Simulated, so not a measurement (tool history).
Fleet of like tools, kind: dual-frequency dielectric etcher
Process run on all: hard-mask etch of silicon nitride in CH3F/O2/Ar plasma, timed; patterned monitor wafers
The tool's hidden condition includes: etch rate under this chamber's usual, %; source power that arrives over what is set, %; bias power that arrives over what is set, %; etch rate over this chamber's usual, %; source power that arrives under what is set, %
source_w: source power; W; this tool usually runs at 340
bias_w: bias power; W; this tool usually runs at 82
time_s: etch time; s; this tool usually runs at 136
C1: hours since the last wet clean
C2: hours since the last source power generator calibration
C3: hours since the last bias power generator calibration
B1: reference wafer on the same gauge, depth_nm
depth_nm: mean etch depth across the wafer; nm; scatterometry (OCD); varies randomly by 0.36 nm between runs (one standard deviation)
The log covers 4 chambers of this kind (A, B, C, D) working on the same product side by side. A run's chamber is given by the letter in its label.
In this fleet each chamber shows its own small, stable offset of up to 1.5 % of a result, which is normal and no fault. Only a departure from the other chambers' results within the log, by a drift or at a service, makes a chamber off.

Run 1C, hour 9.1: usual settings; C1 97.0; C2 3781.2; C3 1480.0; B1 109.42. Result: depth_nm 94.087 nm.
At hour 18.8: chamber B: wet clean of the chamber.
Run 2A, hour 19.7: usual settings; C1 154.7; C2 2615.0; C3 2156.5; B1 109.39. Result: depth_nm 94.403 nm.
Run 3D, hour 30.9: usual settings; C1 290.9; C2 227.4; C3 1194.7; B1 109.33. Result: depth_nm 93.074 nm.
Run 4B, hour 41.9: usual settings; C1 23.1; C2 2204.2; C3 890.0; B1 109.35. Result: depth_nm 93.104 nm.
Run 5B, hour 49.7: usual settings; C1 30.9; C2 2212.0; C3 897.8; B1 109.32. Result: depth_nm 92.884 nm.
Run 6D, hour 60.5: usual settings; C1 320.5; C2 257.0; C3 1224.3; B1 109.28. Result: depth_nm 92.808 nm.
Run 7C, hour 69.5: usual settings; C1 157.4; C2 3841.6; C3 1540.4; B1 109.27. Result: depth_nm 93.892 nm.
Run 8A, hour 79.6: usual settings; C1 214.6; C2 2674.9; C3 2216.4; B1 109.29. Result: depth_nm 93.654 nm.
Run 9C, hour 91.6: usual settings; C1 179.5; C2 3863.7; C3 1562.5; B1 109.33. Result: depth_nm 94.274 nm.
Run 10B, hour 101.8: usual settings; C1 83.0; C2 2264.1; C3 949.9; B1 109.35. Result: depth_nm 92.215 nm.
Run 11A, hour 111.9: usual settings; C1 246.9; C2 2707.2; C3 2248.7; B1 109.30. Result: depth_nm 92.625 nm.
Run 12D, hour 119.5: usual settings; C1 379.5; C2 316.0; C3 1283.3; B1 109.39. Result: depth_nm 93.325 nm.
Run 13B, hour 129.1: usual settings; C1 110.3; C2 2291.4; C3 977.2; B1 109.30. Result: depth_nm 92.606 nm.
Run 14A, hour 137.2: usual settings; C1 272.2; C2 2732.5; C3 2274.0; B1 109.23. Result: depth_nm 92.241 nm.
Run 15D, hour 144.0: usual settings; C1 404.0; C2 340.5; C3 1307.8; B1 109.38. Result: depth_nm 92.715 nm.
Run 16C, hour 151.4: usual settings; C1 239.3; C2 3923.5; C3 1622.3; B1 109.23. Result: depth_nm 93.793 nm.
Run 17A, hour 159.0: usual settings but source_w 300 W; C1 294.0; C2 2754.3; C3 2295.8; B1 109.23. Result: depth_nm 87.646 nm.
Run 18D, hour 167.8: usual settings but source_w 300 W; C1 427.8; C2 364.3; C3 1331.6; B1 109.24. Result: depth_nm 88.561 nm.
Run 19C, hour 178.8: usual settings but source_w 300 W; C1 266.7; C2 3950.9; C3 1649.7; B1 109.23. Result: depth_nm 89.905 nm.
Run 20B, hour 187.5: usual settings but source_w 300 W; C1 168.7; C2 2349.8; C3 1035.6; B1 109.17. Result: depth_nm 88.407 nm.
Run 21C, hour 196.7: usual settings; C1 284.6; C2 3968.8; C3 1667.6; B1 109.33. Result: depth_nm 94.352 nm.
Run 22A, hour 203.1: usual settings; C1 338.1; C2 2798.4; C3 2339.9; B1 109.30. Result: depth_nm 90.860 nm.
Run 23B, hour 212.8: usual settings; C1 194.0; C2 2375.1; C3 1060.9; B1 109.29. Result: depth_nm 92.401 nm.
Run 24D, hour 219.4: usual settings; C1 479.4; C2 415.9; C3 1383.2; B1 109.23. Result: depth_nm 93.014 nm.

Is one chamber off against the others, does the gauge drift, or is nothing wrong? If a chamber is off, say which, and what the likeliest cause is.

One chamber, A, drifts off from the rest bit by bit.
Cause: etch rate under this chamber's usual, % = 4.06.

Here are 4 candidates for chamber A's next run, each the usual settings with a change, their results left as question marks. Which one brings its results back in line with what the others give on the usual settings?
Allowed miss from the other chambers' usual-settings mean, per result, to count as in line: depth_nm 1.200 nm
Run 25A-1, hour 229.0: usual settings but time_s 132.5 s. Result: depth_nm ?.
Run 25A-2, hour 229.0: usual settings but bias_w 94 W. Result: depth_nm ?.
Run 25A-3, hour 229.0: usual settings but source_w 300 W. Result: depth_nm ?.
Run 25A-4, hour 229.0: usual settings but bias_w 83 W, time_s 139.5 s. Result: depth_nm ?.

On the usual settings, the other chambers give on average: depth_nm 93.248 nm
  run  depth_nm
25A-1    88.166
25A-2    95.083
25A-3    86.416
25A-4    93.227
The answer is 25A-4, which returns the chamber to within the allowed miss of the others.

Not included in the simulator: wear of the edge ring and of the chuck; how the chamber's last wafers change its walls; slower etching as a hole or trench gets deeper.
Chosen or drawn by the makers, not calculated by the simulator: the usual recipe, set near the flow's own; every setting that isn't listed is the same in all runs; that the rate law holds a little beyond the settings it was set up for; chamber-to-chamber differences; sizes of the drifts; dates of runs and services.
